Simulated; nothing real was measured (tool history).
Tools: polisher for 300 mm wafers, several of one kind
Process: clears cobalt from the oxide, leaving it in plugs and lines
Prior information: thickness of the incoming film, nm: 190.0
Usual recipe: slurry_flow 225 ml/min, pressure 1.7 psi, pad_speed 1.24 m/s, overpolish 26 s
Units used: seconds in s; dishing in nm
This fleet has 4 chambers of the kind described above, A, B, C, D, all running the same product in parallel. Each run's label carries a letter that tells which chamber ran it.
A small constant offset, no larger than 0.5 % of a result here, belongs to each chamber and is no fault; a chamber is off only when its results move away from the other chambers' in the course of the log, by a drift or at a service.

| run | hour | slurry_flow | pressure | pad_speed | overpolish | seconds | dishing |
|---|---|---|---|---|---|---|---|
| 1C | 4.0 | 225 | 1.7 | 1.24 | 26 | 36.563 | 64.321 |
| 2D | 8.1 | 225 | 1.7 | 1.24 | 26 | 35.286 | 64.427 |
| 3A | 11.0 | 225 | 1.7 | 1.24 | 26 | 34.978 | 66.259 |
|  | 11.5 | chamber C: worn pad replaced by a new one |
| 4B | 14.8 | 225 | 1.7 | 1.24 | 26 | 37.299 | 66.009 |
| 5A | 17.7 | 225 | 1.7 | 1.24 | 26 | 35.844 | 63.389 |
| 6D | 20.4 | 225 | 1.7 | 1.24 | 26 | 36.133 | 64.052 |
| 7C | 23.0 | 225 | 1.7 | 1.24 | 26 | 36.519 | 61.063 |
| 8B | 26.7 | 150 | 1.7 | 1.24 | 37 | 37.964 | 68.507 |
| 9A | 29.0 | 150 | 1.7 | 1.24 | 37 | 37.912 | 69.982 |
| 10D | 32.2 | 150 | 1.7 | 1.24 | 37 | 37.846 | 69.069 |
| 11C | 34.3 | 150 | 1.7 | 1.24 | 37 | 37.918 | 67.579 |
| 12B | 38.5 | 225 | 1.7 | 1.24 | 26 | 35.589 | 64.460 |
| 13A | 41.9 | 225 | 1.7 | 1.24 | 26 | 35.468 | 61.413 |
| 14C | 44.3 | 225 | 1.7 | 1.24 | 26 | 36.035 | 62.802 |
| 15D | 47.0 | 225 | 1.7 | 1.24 | 26 | 35.231 | 65.315 |
|  | 50.4 | chamber D: worn pad replaced by a new one |
| 16B | 51.5 | 225 | 1.7 | 1.24 | 26 | 35.406 | 63.781 |
| 17D | 54.5 | 225 | 1.7 | 1.24 | 26 | 34.017 | 66.093 |
| 18A | 58.5 | 225 | 1.7 | 1.24 | 26 | 34.717 | 65.989 |
|  | 59.7 | chamber B: slurry nozzle cleaned |
| 19C | 62.9 | 255 | 1.7 | 1.24 | 26 | 34.510 | 63.414 |
| 20B | 65.2 | 255 | 1.7 | 1.24 | 26 | 34.578 | 64.702 |
|  | 67.2 | chamber B: head pressure recalibrated |
| 21D | 69.3 | 255 | 1.7 | 1.24 | 26 | 34.292 | 63.520 |
| 22B | 73.8 | 255 | 1.7 | 1.24 | 26 | 35.292 | 63.305 |
| 23A | 75.9 | 225 | 1.7 | 1.24 | 26 | 36.441 | 63.100 |
|  | 79.3 | chamber A: slurry nozzle cleaned |
|  | 79.7 | chamber B: worn pad replaced by a new one |
| 24C | 79.9 | 225 | 2.1 | 1.24 | 38 | 29.009 | 73.950 |
|  | 80.3 | chamber A: worn pad replaced by a new one |
| 25A | 83.1 | 225 | 2.1 | 1.24 | 38 | 27.950 | 76.178 |
| 26B | 85.2 | 225 | 2.1 | 1.24 | 38 | 28.027 | 74.633 |
| 27D | 88.5 | 225 | 2.1 | 1.24 | 38 | 29.641 | 73.070 |

What goes on in this fleet: one chamber off, a drifting gauge, or nothing beyond the chambers' own small offsets? Name the chamber and the cause, if any.

Beyond each chamber's small constant offset nothing stands out, and the gauge stays steady.
